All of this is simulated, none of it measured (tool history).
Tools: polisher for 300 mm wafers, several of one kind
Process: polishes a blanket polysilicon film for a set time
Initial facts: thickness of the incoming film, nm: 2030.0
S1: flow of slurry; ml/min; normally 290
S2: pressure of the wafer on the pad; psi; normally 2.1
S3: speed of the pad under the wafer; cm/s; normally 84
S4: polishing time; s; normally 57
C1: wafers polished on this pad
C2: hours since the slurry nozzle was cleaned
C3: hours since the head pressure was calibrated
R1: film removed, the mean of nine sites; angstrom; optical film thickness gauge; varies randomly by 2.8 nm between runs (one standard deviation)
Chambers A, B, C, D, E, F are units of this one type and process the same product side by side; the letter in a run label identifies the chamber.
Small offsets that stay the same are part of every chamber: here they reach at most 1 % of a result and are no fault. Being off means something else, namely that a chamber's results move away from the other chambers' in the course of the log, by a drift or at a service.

run	day	S1	S2	S3	S4	C1	C2	C3	R1
# day 0.112: chamber D: worn pad replaced by a new one
# day 0.304: chamber B: slurry nozzle cleaned
# day 0.312: chamber B: worn pad replaced by a new one
1F	0.362	290	2.1	84	57	522	512.8	864.6	2644.7
# day 0.521: chamber C: worn pad replaced by a new one
2A	0.6	290	2.1	84	57	595	28.9	779.6	2686.5
# day 0.746: chamber E: worn pad replaced by a new one
3E	0.862	290	2.1	84	57	35	401.1	1002	2621.5
# day 1.062: chamber C: slurry nozzle cleaned
4B	1.083	290	2.1	84	57	230	18.8	30.6	2651.5
5D	1.367	290	2.1	84	57	373	162.3	678.7	2632.8
# day 1.4: chamber F: worn pad replaced by a new one
# day 1.508: chamber F: slurry nozzle cleaned
# day 1.521: chamber A: worn pad replaced by a new one
6C	1.683	290	2.1	84	57	347	14.9	106.2	2652.8
7B	2.05	220	2.1	84	71	517	42	53.8	3243.6
# day 2.267: chamber A: head pressure recalibrated
8D	2.412	220	2.1	84	71	685	187.4	703.8	3148.2
9E	2.796	220	2.1	84	71	611	447.5	1048.4	3208.6
10F	3.171	220	2.1	84	71	527	40	932	3233.9
11A	3.429	220	2.1	84	71	569	96.8	27.9	3214.7
# day 3.658: chamber B: worn pad replaced by a new one
# day 3.675: chamber E: worn pad replaced by a new one
12C	3.696	220	2.1	84	71	946	63.2	154.5	3178.3
13B	3.925	245	2.1	84	57	80	87	98.8	2604.9
# day 4.067: chamber A: worn pad replaced by a new one
# day 4.129: chamber F: worn pad replaced by a new one
14F	4.25	245	2.1	84	57	37	65.9	957.9	2605.7
# day 4.429: chamber F: head pressure recalibrated
15A	4.512	245	2.1	84	57	132	122.8	53.9	2554.5
16D	4.692	245	2.1	84	57	1364	242.1	758.5	2587.4
# day 4.804: chamber D: worn pad replaced by a new one
17C	4.975	245	2.1	84	57	1327	93.9	185.2	2591.2
# day 5.062: chamber C: worn pad replaced by a new one
18E	5.225	245	2.1	84	57	461	505.8	1106.7	2564.6
# day 5.346: chamber E: slurry nozzle cleaned
19D	5.404	290	2.1	84	57	179	259.2	775.6	2644
20C	5.783	290	2.1	84	57	215	113.3	204.6	2659.6
21E	6.017	290	2.1	84	57	697	16.2	1125.7	2616.1
22A	6.408	290	2.1	84	57	697	168.3	99.4	2578.1
23F	6.742	290	2.1	84	57	779	125.7	55.5	2666.4
# day 6.771: chamber A: worn pad replaced by a new one
# day 6.842: chamber F: worn pad replaced by a new one
# day 6.867: chamber B: worn pad replaced by a new one
24B	7.017	290	2.1	84	57	44	161.2	173	2658.5
# day 7.383: chamber E: worn pad replaced by a new one
25E	7.4	290	2.1	84	57	5	49.4	1158.9	2639.3
26D	7.804	290	2.1	84	57	894	316.8	833.2	2613.2
27A	8.125	290	2.1	84	57	404	209.5	140.6	2662.6
28F	8.312	290	2.1	84	57	438	163.4	93.2	2607.7
29B	8.496	290	2.1	84	57	485	196.7	208.5	2655.4
30C	8.704	290	2.1	84	57	1085	183.4	274.7	2552.2
# day 8.717: chamber C: worn pad replaced by a new one
31F	8.904	290	2.1	84	57	614	177.6	107.4	2627.4
32D	9.183	290	2.1	84	57	1305	349.9	866.3	2624
# day 9.417: chamber D: worn pad replaced by a new one
# day 9.479: chamber F: worn pad replaced by a new one
33B	9.554	290	2.1	84	57	800	222.1	233.9	2643
# day 9.608: chamber A: worn pad replaced by a new one
# day 9.821: chamber E: head pressure recalibrated
34A	9.833	290	2.1	84	57	67	250.5	181.6	2557.3
# day 9.883: chamber B: worn pad replaced by a new one
35E	10.033	290	2.1	84	57	789	112.6	5.1	2634.2
36C	10.371	290	2.1	84	57	493	223.4	314.7	2643.5
# day 10.525: chamber E: worn pad replaced by a new one
37B	10.754	290	2.1	84	57	260	250.9	262.7	2640.1
38C	11.096	290	2.1	84	57	709	240.8	332.1	2607.4
39F	11.383	290	2.1	84	57	567	237.1	166.9	2596.6
40D	11.612	290	2.1	84	57	654	408.2	924.6	2611
41E	11.858	290	2.1	84	57	398	156.4	48.9	2673.6
42A	12.267	290	2.1	84	57	791	308.9	240	2642.6

One chamber off, gauge drift, or nothing amiss beyond the chambers' own small offsets? If it is a chamber, which one, and what is the likeliest cause?

Neither any chamber nor the gauge drifts; the chambers differ only by their own small, steady offsets.

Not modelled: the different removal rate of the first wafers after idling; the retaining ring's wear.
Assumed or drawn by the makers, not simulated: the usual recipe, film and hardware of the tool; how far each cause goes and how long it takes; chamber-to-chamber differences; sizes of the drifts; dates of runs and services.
